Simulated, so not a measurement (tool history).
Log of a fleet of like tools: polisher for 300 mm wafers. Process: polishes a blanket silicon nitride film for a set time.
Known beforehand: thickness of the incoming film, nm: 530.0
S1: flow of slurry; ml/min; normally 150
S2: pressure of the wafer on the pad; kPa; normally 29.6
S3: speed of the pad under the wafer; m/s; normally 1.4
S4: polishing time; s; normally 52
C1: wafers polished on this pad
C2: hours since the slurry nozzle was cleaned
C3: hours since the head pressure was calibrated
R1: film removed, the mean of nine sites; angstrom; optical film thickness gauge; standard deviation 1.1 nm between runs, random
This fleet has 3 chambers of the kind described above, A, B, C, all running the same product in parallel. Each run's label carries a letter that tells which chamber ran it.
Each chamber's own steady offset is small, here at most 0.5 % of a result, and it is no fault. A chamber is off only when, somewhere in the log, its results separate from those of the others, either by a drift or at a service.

run    day   S1    S2    S3  S4    C1     C2     C3      R1
     0.083  -- chamber B: slurry nozzle cleaned
 1B  0.262  150  29.6   1.4  52   484    4.3  228.5    1270
 2A  0.617  150  29.6   1.4  52   857  448.7  354.1  1273.5
 3C  1.062  150  29.6   1.4  52   604  229.5  126.3  1253.2
 4C  1.467  150  29.6   1.4  52   684  239.2    136  1262.3
     1.517  -- chamber C: worn pad replaced by a new one
 5A  1.842  150  29.6   1.4  52  1100  478.1  383.5  1262.3
     2.071  -- chamber C: slurry nozzle cleaned
     2.188  -- chamber A: worn pad replaced by a new one
 6B  2.246  150  33.1   1.4  58   877   51.9  276.1  1568.3
 7A  2.658  150  33.1   1.4  58    93  497.7  403.1  1577.1
 8C  3.017  150  33.1   1.4  58   297   22.7  173.2  1561.6
 9B  3.308  150  25.5  1.16  52  1088   77.4  301.6  937.31
10C  3.608  150  25.5  1.16  52   415   36.9  187.4  934.91
11B  3.871  150  25.5  1.16  52  1199   90.9  315.1  921.15
     3.954  -- chamber A: slurry nozzle cleaned
12A    4.1  150  29.6   1.4  52   379    3.5  437.7  1256.6
     4.117  -- chamber B: worn pad replaced by a new one
13A  4.442  150  29.6   1.4  52   447   11.7  445.9  1248.9
14B  4.883  150  29.6   1.4  52   152  115.2  339.4  1228.4
     5.042  -- chamber C: worn pad replaced by a new one
15C  5.121  150  20.7   1.4  36    15   73.2  223.7  613.47
16B  5.462  150  20.7   1.4  36   267  129.1  353.3  586.12
17A  5.833  150  20.7   1.4  36   723   45.1  479.3  606.21
18C  6.183  150  29.6   1.4  52   226   98.7  249.2  1257.9
19A  6.538  150  29.6   1.4  52   862     62  496.2  1261.3
20C  6.804  150  29.6   1.4  52   349  113.6  264.1  1271.4
21B  7.238  150  29.6   1.4  36   619  171.7  395.9  811.19
22A  7.542  150  29.6   1.4  36  1061   86.1  520.3   869.5
23B  7.788  150  29.6   1.4  36   728  184.9  409.1     815
24C  8.212  150  29.6   1.4  52   628  147.4  297.9  1284.3
     8.225  -- chamber A: worn pad replaced by a new one
25B  8.504  150  29.6   1.4  52   870  202.1  426.3  1151.8
26C  8.917  150  29.6   1.4  52   768  164.3  314.8    1251
27A  9.129  150  29.6   1.4  52   179  124.2  558.4  1256.6

Which is it: a chamber that has drifted or been left off by a service, a gauge drift common to all chambers, or only each chamber's usual small offset? If a chamber is off, name it and its likeliest cause.

It is chamber B that slowly wanders off from its peers.
What lies behind it: head's pressure below its setpoint, % = 9.59.
The log may not separate it from: slurry flow missing at the pad, %.

Here are 4 candidates for chamber B's next run, each the usual settings with a change, their results left as question marks. Which one brings its results back in line with what the others give on the usual settings?
To be in line, a result may differ from the other chambers' mean on the usual settings by at most: R1 37 angstrom
28B-1  9.462  150  30.3   1.4  53               ?
28B-2  9.462  150  31.7  1.46  52               ?
28B-3  9.462  150  29.6  1.38  51               ?
28B-4  9.462   95  29.6   1.4  52               ?

Usual-settings mean across the other chambers: R1 1259.5 angstrom
  run      R1
28B-1  1181.1
28B-2  1251.8
28B-3  1098.4
28B-4  1026.5
The answer is 28B-2, which returns the chamber to within the allowed miss of the others.

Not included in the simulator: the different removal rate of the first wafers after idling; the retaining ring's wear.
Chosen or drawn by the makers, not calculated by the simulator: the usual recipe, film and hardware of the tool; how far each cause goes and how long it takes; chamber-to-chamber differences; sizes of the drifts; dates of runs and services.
